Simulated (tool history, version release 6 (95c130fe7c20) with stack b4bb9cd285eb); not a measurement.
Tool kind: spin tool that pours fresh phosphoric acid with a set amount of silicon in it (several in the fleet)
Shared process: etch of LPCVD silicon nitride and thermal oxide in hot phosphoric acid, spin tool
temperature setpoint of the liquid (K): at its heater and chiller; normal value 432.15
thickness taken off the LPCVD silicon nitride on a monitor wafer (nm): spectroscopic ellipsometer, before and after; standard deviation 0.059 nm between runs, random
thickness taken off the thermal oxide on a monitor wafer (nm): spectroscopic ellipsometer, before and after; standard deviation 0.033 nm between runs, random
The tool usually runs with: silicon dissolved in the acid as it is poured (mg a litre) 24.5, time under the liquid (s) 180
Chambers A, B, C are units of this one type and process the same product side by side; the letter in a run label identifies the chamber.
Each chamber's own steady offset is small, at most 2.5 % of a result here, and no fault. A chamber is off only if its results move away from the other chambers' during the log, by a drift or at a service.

| run | hour | temperature setpoint of the liquid (K) | silicon dissolved in the acid as it is poured (mg a litre) | time under the liquid (s) | read-back film thickness of the LPCVD silicon nitride reference wafer, read on the same gauge (nm) | read-back film thickness of the thermal oxide reference wafer, read on the same gauge (nm) | thickness taken off the LPCVD silicon nitride on a monitor wafer (nm) | thickness taken off the thermal oxide on a monitor wafer (nm) |
|---|---|---|---|---|---|---|---|---|
|  | 0.9 | chamber A: thermometer replaced |
| 1A | 3.8 | 432.15 | 24.5 | 180 | 69.993 | 90.013 | 16.212 | 0.24612 |
| 2B | 8.8 | 432.15 | 24.5 | 180 | 70.024 | 90.015 | 16.783 | 0.30428 |
| 3C | 11.5 | 432.15 | 24.5 | 180 | 69.974 | 90.025 | 16.634 | 0.24936 |
| 4B | 16.3 | 432.15 | 24.5 | 180 | 70.017 | 90.074 | 16.605 | 0.28993 |
| 5A | 19.2 | 432.15 | 24.5 | 180 | 70.002 | 89.968 | 16.214 | 0.26618 |
| 6C | 24.6 | 432.15 | 24.5 | 180 | 70.025 | 90.016 | 16.661 | 0.22886 |
| 7A | 28.3 | 432.15 | 24.5 | 180 | 69.978 | 89.976 | 16.332 | 0.29688 |
| 8B | 30.7 | 432.15 | 24.5 | 180 | 70.007 | 89.951 | 16.665 | 0.19978 |
| 9C | 35.3 | 432.15 | 37.5 | 255 | 69.999 | 90.034 | 23.452 | 0.21301 |
| 10A | 40.1 | 432.15 | 37.5 | 255 | 70.017 | 90.030 | 23.178 | 0.19129 |
| 11B | 42.8 | 432.15 | 37.5 | 255 | 69.970 | 90.027 | 23.693 | 0.17021 |
| 12C | 45.7 | 432.15 | 24.5 | 180 | 69.977 | 90.029 | 16.517 | 0.28692 |
| 13A | 51.0 | 430.15 | 24.5 | 140 | 70.033 | 89.996 | 11.902 | 0.19666 |
| 14B | 53.6 | 430.15 | 24.5 | 140 | 69.945 | 90.024 | 12.170 | 0.14977 |
| 15C | 56.1 | 430.15 | 24.5 | 140 | 70.029 | 89.966 | 11.933 | 0.18295 |
| 16A | 61.1 | 432.15 | 24.5 | 180 | 70.019 | 89.982 | 16.314 | 0.26611 |
| 17B | 64.2 | 432.15 | 24.5 | 180 | 70.009 | 89.985 | 16.734 | 0.28722 |
| 18C | 67.0 | 434.15 | 38.5 | 180 | 69.985 | 90.010 | 17.436 | 0.10251 |
| 19A | 71.2 | 434.15 | 38.5 | 180 | 69.997 | 89.985 | 17.492 | 0.16557 |
| 20C | 74.2 | 434.15 | 38.5 | 180 | 69.996 | 90.029 | 17.437 | 0.12389 |
| 21B | 79.2 | 432.15 | 24.5 | 180 | 70.016 | 89.998 | 16.752 | 0.24890 |
|  | 82.1 | chamber B: heated supply line repaired |
| 22A | 83.9 | 432.15 | 6.5 | 225 | 70.056 | 90.044 | 20.191 | 0.61799 |
| 23B | 89.0 | 432.15 | 6.5 | 225 | 69.955 | 89.988 | 20.820 | 0.44423 |
| 24C | 93.7 | 432.15 | 6.5 | 225 | 69.940 | 90.001 | 20.244 | 0.47637 |
| 25A | 97.5 | 432.15 | 24.5 | 180 | 70.022 | 90.002 | 16.261 | 0.25718 |
| 26C | 100.5 | 432.15 | 24.5 | 180 | 70.005 | 89.978 | 15.992 | 0.24653 |
| 27B | 103.9 | 432.15 | 24.5 | 180 | 70.008 | 89.973 | 16.658 | 0.24764 |

Predict what each chamber gives when all 3 of them run the settings below next.
| 28A | 107.8 | 432.15 | 24.5 | 235 |  |  | ? | ? |
| 28B | 107.8 | 432.15 | 24.5 | 235 |  |  | ? | ? |
| 28C | 107.8 | 432.15 | 24.5 | 235 |  |  | ? | ? |

| run | thickness taken off the LPCVD silicon nitride on a monitor wafer (nm) | thickness taken off the thermal oxide on a monitor wafer (nm) |
|---|---|---|
| 28A | 21.106 | 0.27193 |
| 28B | 21.877 | 0.32479 |
| 28C | 21.017 | 0.30610 |
